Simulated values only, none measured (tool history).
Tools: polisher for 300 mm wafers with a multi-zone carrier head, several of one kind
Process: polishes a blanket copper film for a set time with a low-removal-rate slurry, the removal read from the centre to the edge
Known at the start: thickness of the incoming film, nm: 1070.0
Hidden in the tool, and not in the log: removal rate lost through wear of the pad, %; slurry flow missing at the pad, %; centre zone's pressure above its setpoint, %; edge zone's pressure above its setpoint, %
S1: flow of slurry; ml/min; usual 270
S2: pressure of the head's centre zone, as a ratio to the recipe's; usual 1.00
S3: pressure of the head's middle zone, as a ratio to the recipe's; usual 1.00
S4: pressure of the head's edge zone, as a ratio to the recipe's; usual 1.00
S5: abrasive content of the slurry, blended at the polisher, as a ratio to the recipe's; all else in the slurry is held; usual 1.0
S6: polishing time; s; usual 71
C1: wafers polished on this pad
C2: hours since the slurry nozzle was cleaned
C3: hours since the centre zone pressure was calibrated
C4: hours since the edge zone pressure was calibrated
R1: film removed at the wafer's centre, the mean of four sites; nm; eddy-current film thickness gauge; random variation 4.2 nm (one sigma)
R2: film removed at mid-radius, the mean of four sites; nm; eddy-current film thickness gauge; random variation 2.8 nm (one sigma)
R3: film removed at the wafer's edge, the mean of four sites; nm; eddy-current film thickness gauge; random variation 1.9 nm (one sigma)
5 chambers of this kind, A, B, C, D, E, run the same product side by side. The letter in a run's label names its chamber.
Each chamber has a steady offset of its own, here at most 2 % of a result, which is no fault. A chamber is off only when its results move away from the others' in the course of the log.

Run 1E, hour 12.2: usual settings; C1 570; C2 136.3; C3 573.4; C4 32.8. Result: R1 290.39 nm, R2 290.90 nm, R3 284.35 nm.
At hour 13.6: chamber B: edge zone pressure recalibrated.
At hour 13.6: chamber D: edge zone pressure recalibrated.
Run 2B, hour 23.9: usual settings; C1 390; C2 426.6; C3 756.2; C4 10.3. Result: R1 296.23 nm, R2 290.34 nm, R3 290.50 nm.
At hour 27.7: chamber D: worn pad replaced by a new one.
Run 3A, hour 37.0: usual settings; C1 639; C2 636.2; C3 407.4; C4 645.6. Result: R1 285.89 nm, R2 284.82 nm, R3 279.27 nm.
At hour 38.2: chamber C: worn pad replaced by a new one.
Run 4D, hour 47.9: usual settings; C1 165; C2 729.2; C3 401.4; C4 34.3. Result: R1 286.47 nm, R2 290.23 nm, R3 283.80 nm.
Run 5C, hour 59.7: usual settings; C1 175; C2 769.9; C3 635.6; C4 211.7. Result: R1 281.87 nm, R2 289.82 nm, R3 280.28 nm.
At hour 61.3: chamber C: slurry nozzle cleaned.
Run 6E, hour 68.8: usual settings; C1 1032; C2 192.9; C3 630.0; C4 89.4. Result: R1 289.13 nm, R2 287.68 nm, R3 287.77 nm.
At hour 70.5: chamber A: worn pad replaced by a new one.
At hour 81.0: chamber E: worn pad replaced by a new one.
Run 7A, hour 84.9: usual settings; C1 118; C2 684.1; C3 455.3; C4 693.5. Result: R1 280.92 nm, R2 283.94 nm, R3 282.47 nm.
Run 8B, hour 94.8: usual settings but S3 0.92, S4 0.91; C1 969; C2 497.5; C3 827.1; C4 81.2. Result: R1 283.49 nm, R2 262.76 nm, R3 272.82 nm.
Run 9D, hour 102.9: usual settings but S3 0.92, S4 0.91; C1 613; C2 784.2; C3 456.4; C4 89.3. Result: R1 282.18 nm, R2 263.77 nm, R3 267.31 nm.
At hour 103.3: chamber E: centre zone pressure recalibrated.
At hour 106.6: chamber D: worn pad replaced by a new one.
Run 10C, hour 115.3: usual settings but S3 0.92, S4 0.91; C1 629; C2 54.1; C3 691.2; C4 267.3. Result: R1 276.33 nm, R2 268.08 nm, R3 274.22 nm.
At hour 117.4: chamber C: worn pad replaced by a new one.
At hour 126.1: chamber B: worn pad replaced by a new one.
Run 11E, hour 126.7: usual settings but S3 0.92, S4 0.91; C1 373; C2 250.8; C3 23.4; C4 147.3. Result: R1 286.12 nm, R2 267.51 nm, R3 268.97 nm.
Run 12D, hour 139.5: usual settings but S3 0.92, S4 0.91; C1 268; C2 820.8; C3 493.0; C4 125.9. Result: R1 281.24 nm, R2 263.06 nm, R3 266.99 nm.
At hour 147.3: chamber B: slurry nozzle cleaned.
Run 13C, hour 154.0: usual settings; C1 299; C2 92.8; C3 729.9; C4 306.0. Result: R1 286.22 nm, R2 288.14 nm, R3 284.29 nm.
Run 14A, hour 167.4: usual settings but S3 0.95; C1 791; C2 766.6; C3 537.8; C4 776.0. Result: R1 283.84 nm, R2 272.59 nm, R3 281.83 nm.
At hour 181.2: chamber D: slurry nozzle cleaned.
At hour 181.4: chamber D: worn pad replaced by a new one.
Run 15B, hour 182.7: usual settings but S3 0.95; C1 462; C2 35.5; C3 915.0; C4 169.1. Result: R1 281.83 nm, R2 271.91 nm, R3 287.49 nm.
Run 16E, hour 191.1: usual settings but S3 0.95; C1 899; C2 315.2; C3 87.8; C4 211.7. Result: R1 292.63 nm, R2 276.30 nm, R3 282.44 nm.
At hour 193.2: chamber C: worn pad replaced by a new one.
At hour 194.6: chamber A: worn pad replaced by a new one.
Run 17D, hour 198.9: usual settings but S3 0.95; C1 143; C2 17.8; C3 552.4; C4 185.3. Result: R1 280.65 nm, R2 277.94 nm, R3 284.82 nm.
Run 18C, hour 210.8: usual settings but S3 0.95; C1 143; C2 149.6; C3 786.7; C4 362.8. Result: R1 294.34 nm, R2 274.19 nm, R3 288.08 nm.
Run 19A, hour 220.7: usual settings; C1 213; C2 819.9; C3 591.1; C4 829.3. Result: R1 293.48 nm, R2 280.97 nm, R3 282.85 nm.
At hour 221.7: chamber A: slurry nozzle cleaned.
Run 20B, hour 233.5: usual settings; C1 877; C2 86.3; C3 965.8; C4 219.9. Result: R1 292.68 nm, R2 284.99 nm, R3 286.67 nm.
Run 21B, hour 245.5: usual settings; C1 975; C2 98.3; C3 977.8; C4 231.9. Result: R1 285.08 nm, R2 285.44 nm, R3 285.58 nm.
At hour 248.9: chamber E: slurry nozzle cleaned.
At hour 249.5: chamber E: worn pad replaced by a new one.
At hour 257.6: chamber D: worn pad replaced by a new one.
Run 22E, hour 261.5: usual settings; C1 98; C2 12.7; C3 158.2; C4 282.1. Result: R1 284.22 nm, R2 287.35 nm, R3 280.99 nm.
Run 23A, hour 270.4: usual settings; C1 619; C2 48.8; C3 640.8; C4 879.0. Result: R1 279.50 nm, R2 281.55 nm, R3 283.54 nm.
Run 24D, hour 279.1: usual settings but S2 0.94, S3 1.10; C1 175; C2 98.0; C3 632.6; C4 265.5. Result: R1 259.02 nm, R2 318.18 nm, R3 280.78 nm.
At hour 282.3: chamber A: centre zone pressure recalibrated.
At hour 287.4: chamber C: worn pad replaced by a new one.
Run 25C, hour 289.6: usual settings but S2 0.94, S3 1.10; C1 17; C2 228.4; C3 865.5; C4 441.6. Result: R1 272.46 nm, R2 310.60 nm, R3 284.67 nm.
At hour 290.8: chamber B: worn pad replaced by a new one.
Run 26A, hour 297.0: usual settings but S2 0.94, S3 1.10; C1 836; C2 75.4; C3 14.8; C4 905.6. Result: R1 255.01 nm, R2 305.56 nm, R3 279.96 nm.
Run 27E, hour 306.4: usual settings but S2 0.94, S3 1.10; C1 464; C2 57.6; C3 203.1; C4 327.0. Result: R1 272.10 nm, R2 311.18 nm, R3 283.73 nm.
At hour 309.9: chamber A: worn pad replaced by a new one.
Run 28D, hour 319.3: usual settings but S2 0.94, S3 1.10; C1 503; C2 138.2; C3 672.8; C4 305.7. Result: R1 259.81 nm, R2 313.02 nm, R3 282.07 nm.
At hour 328.1: chamber C: edge zone pressure recalibrated.
Run 29B, hour 334.9: usual settings; C1 360; C2 187.7; C3 1067.2; C4 321.3. Result: R1 284.74 nm, R2 283.39 nm, R3 288.00 nm.
At hour 349.4: chamber D: worn pad replaced by a new one.
Run 30C, hour 349.6: usual settings; C1 507; C2 288.4; C3 925.5; C4 21.6. Result: R1 284.31 nm, R2 284.86 nm, R3 286.06 nm.
Run 31E, hour 358.8: usual settings; C1 892; C2 110.0; C3 255.5; C4 379.4. Result: R1 285.51 nm, R2 284.79 nm, R3 286.73 nm.
Run 32C, hour 373.7: usual settings but S6 83 s; C1 704; C2 312.5; C3 949.6; C4 45.7. Result: R1 337.21 nm, R2 337.28 nm, R3 334.38 nm.
Run 33A, hour 384.2: usual settings but S6 83 s; C1 606; C2 162.6; C3 102.0; C4 992.8. Result: R1 339.96 nm, R2 322.21 nm, R3 330.72 nm.
At hour 386.7: chamber C: worn pad replaced by a new one.
At hour 387.9: chamber B: edge zone pressure recalibrated.
Run 34B, hour 393.4: usual settings but S6 83 s; C1 837; C2 246.2; C3 1125.7; C4 5.5. Result: R1 340.48 nm, R2 336.73 nm, R3 339.70 nm.
Run 35D, hour 406.8: usual settings but S6 83 s; C1 469; C2 225.7; C3 760.3; C4 393.2. Result: R1 335.70 nm, R2 329.31 nm, R3 329.52 nm.
Run 36D, hour 416.8: usual settings but S6 83 s; C1 550; C2 235.7; C3 770.3; C4 403.2. Result: R1 336.06 nm, R2 333.40 nm, R3 328.94 nm.
Run 37B, hour 427.9: usual settings; C1 1119; C2 280.7; C3 1160.2; C4 40.0. Result: R1 284.05 nm, R2 287.89 nm, R3 290.35 nm.
Run 38C, hour 435.7: usual settings; C1 400; C2 374.5; C3 1011.6; C4 107.7. Result: R1 291.92 nm, R2 283.59 nm, R3 281.84 nm.

All 5 chambers run these settings next. Forecast each chamber's results:
Run 39A, hour 447.4: usual settings but S5 0.8. Result: R1 ?, R2 ?, R3 ?.
Run 39B, hour 447.4: usual settings but S5 0.8. Result: R1 ?, R2 ?, R3 ?.
Run 39C, hour 447.4: usual settings but S5 0.8. Result: R1 ?, R2 ?, R3 ?.
Run 39D, hour 447.4: usual settings but S5 0.8. Result: R1 ?, R2 ?, R3 ?.
Run 39E, hour 447.4: usual settings but S5 0.8. Result: R1 ?, R2 ?, R3 ?.

run      R1      R2      R3
39A  273.55  270.46  267.76
39B  277.28  273.32  275.52
39C  266.34  271.93  272.52
39D  270.58  272.43  270.34
39E  279.43  272.65  271.03
